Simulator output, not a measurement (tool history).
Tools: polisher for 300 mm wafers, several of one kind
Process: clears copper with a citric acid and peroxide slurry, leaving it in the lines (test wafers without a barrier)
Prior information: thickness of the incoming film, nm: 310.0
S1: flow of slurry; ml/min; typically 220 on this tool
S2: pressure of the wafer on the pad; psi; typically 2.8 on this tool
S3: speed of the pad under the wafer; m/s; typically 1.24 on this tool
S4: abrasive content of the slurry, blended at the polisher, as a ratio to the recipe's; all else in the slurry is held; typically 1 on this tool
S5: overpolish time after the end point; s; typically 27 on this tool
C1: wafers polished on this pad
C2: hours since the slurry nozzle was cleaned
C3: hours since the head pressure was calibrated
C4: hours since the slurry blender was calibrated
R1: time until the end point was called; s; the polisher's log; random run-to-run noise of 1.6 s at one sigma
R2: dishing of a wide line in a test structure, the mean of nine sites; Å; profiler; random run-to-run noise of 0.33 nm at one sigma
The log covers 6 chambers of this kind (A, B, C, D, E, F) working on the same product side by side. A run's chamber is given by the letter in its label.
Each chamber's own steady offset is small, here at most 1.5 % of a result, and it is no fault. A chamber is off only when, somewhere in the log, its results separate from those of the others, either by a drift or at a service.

run,hour,S1,S2,S3,S4,S5,C1,C2,C3,C4,R1,R2
1C,3.0,220,2.8,1.24,1,27,515,91.9,12.2,108.8,141.49,270.95
2F,6.3,220,2.8,1.24,1,27,231,497.2,109.2,113.0,138.17,266.84
3E,10.5,220,2.8,1.24,1,27,563,27.8,896.6,323.6,138.67,262.91
# hour 13.7: chamber B: worn pad replaced by a new one
4B,14.4,220,2.8,1.24,1,27,6,50.5,608.4,227.3,137.66,264.35
5A,18.3,220,2.8,1.24,1,27,549,205.3,515.9,393.5,140.73,269.32
6D,21.5,220,2.8,1.24,1,27,378,405.8,411.8,178.7,139.08,264.25
7A,24.7,220,2.1,1.10,1,27,601,211.7,522.3,399.9,210.67,215.47
8F,28.5,220,2.1,1.10,1,27,414,519.4,131.4,135.2,203.92,210.29
# hour 32.2: chamber E: slurry blender recalibrated
9E,32.3,220,2.1,1.10,1,27,742,49.6,918.4,0.2,208.58,213.76
10B,35.3,220,2.1,1.10,1,27,178,71.4,629.3,248.2,207.50,216.62
11C,38.2,220,2.1,1.10,1,27,805,127.1,47.4,144.0,209.46,205.63
# hour 39.9: chamber F: slurry nozzle cleaned
12D,41.2,220,2.1,1.10,1,27,540,425.5,431.5,198.4,205.31,204.80
13A,44.8,220,2.8,1.24,1,27,767,231.8,542.4,420.0,139.31,269.35
14C,49.0,220,2.8,1.24,1,27,894,137.9,58.2,154.8,139.85,264.63
15B,51.0,155,2.8,1.24,1,38,308,87.1,645.0,263.9,144.92,300.43
16D,54.7,155,2.8,1.24,1,38,652,439.0,445.0,211.9,144.74,288.68
17E,57.9,155,2.8,1.24,1,38,953,75.2,944.0,25.8,141.23,297.11
18F,61.7,155,2.8,1.24,1,38,688,21.8,164.6,168.4,145.25,298.27
# hour 62.0: chamber D: head pressure recalibrated
# hour 63.8: chamber D: worn pad replaced by a new one
19D,65.4,155,2.8,1.24,1,38,13,449.7,3.4,222.6,129.20,302.13
20A,67.7,155,2.8,1.24,1,38,956,254.7,565.3,442.9,147.62,298.41
21F,69.7,220,2.8,1.24,1,27,754,29.8,172.6,176.4,139.29,264.92
22C,72.8,220,2.8,1.24,1,27,1090,161.7,82.0,178.6,139.45,268.59
23E,77.1,220,2.8,1.24,1,27,1112,94.4,963.2,45.0,137.11,267.35
# hour 79.9: chamber A: worn pad replaced by a new one
24B,80.3,220,2.8,1.24,1,27,549,116.4,674.3,293.2,140.78,266.09
25D,82.7,220,2.8,1.24,1,27,156,467.0,20.7,239.9,123.99,278.24
26A,84.8,220,2.8,1.24,1,27,40,271.8,582.4,460.0,141.08,262.19
27E,87.2,220,2.8,1.24,1,27,1195,104.5,973.3,55.1,138.70,262.21
# hour 87.5: chamber E: worn pad replaced by a new one
# hour 89.3: chamber A: slurry blender recalibrated
28C,90.4,220,2.8,1.24,1,27,1235,179.3,99.6,196.2,138.51,262.36
29F,93.2,220,2.8,1.24,1,27,947,53.3,196.1,199.9,138.43,262.82
30B,96.0,220,2.8,1.24,1,27,679,132.1,690.0,308.9,136.31,268.01
31A,98.2,220,2.8,1.24,1,27,150,285.2,595.8,9.0,134.85,269.71
32E,101.5,275,2.8,1.24,1,15,115,118.8,987.6,69.4,132.46,187.05
33C,104.1,275,2.8,1.24,1,15,1348,193.0,113.3,209.9,137.08,188.12
# hour 106.1: chamber F: worn pad replaced by a new one
34D,107.6,275,2.8,1.24,1,15,361,491.9,45.6,264.8,119.97,204.64
35B,110.6,275,2.8,1.24,1,15,799,146.7,704.6,323.5,134.38,193.75
# hour 111.5: chamber C: worn pad replaced by a new one
36F,112.7,275,2.8,1.24,1,15,54,72.8,215.6,219.4,138.71,194.64
37E,116.3,275,2.8,1.24,1,15,237,133.6,1002.4,84.2,135.74,193.61
38D,118.7,220,2.8,1.24,1,27,453,503.0,56.7,275.9,128.27,276.37
39C,122.9,220,2.8,1.24,1,27,94,211.8,132.1,228.7,138.98,263.41

Does one chamber stand apart from the rest, does the shared gauge drift, or is all well apart from small per-chamber offsets? Give the chamber and the most likely cause, where there is one.

After it was serviced, chamber D no longer matches the other chambers.
Likeliest cause: head's pressure above its setpoint, % = 11.2.

Here are 4 candidates for chamber D's next run, each the usual settings with a change, their results left as question marks. Which one brings its results back in line with what the others give on the usual settings?
Allowed miss from the other chambers' usual-settings mean, per result, to count as in line: R1 5.70 s; R2 12.00 Å
40D-1,126.0,220,2.7,1.18,1,27,,,,,?,?
40D-2,126.0,220,2.8,1.22,1,27,,,,,?,?
40D-3,126.0,220,2.8,1.26,1,27,,,,,?,?
40D-4,126.0,220,3.0,1.30,1,27,,,,,?,?

The mean the other chambers reach with the usual settings: R1 138.50 s; R2 263.76 Å
run,R1,R2
40D-1,136.55,263.28
40D-2,127.48,271.79
40D-3,123.45,275.48
40D-4,111.83,287.32
The answer is 40D-1, which returns the chamber to within the allowed miss of the others.

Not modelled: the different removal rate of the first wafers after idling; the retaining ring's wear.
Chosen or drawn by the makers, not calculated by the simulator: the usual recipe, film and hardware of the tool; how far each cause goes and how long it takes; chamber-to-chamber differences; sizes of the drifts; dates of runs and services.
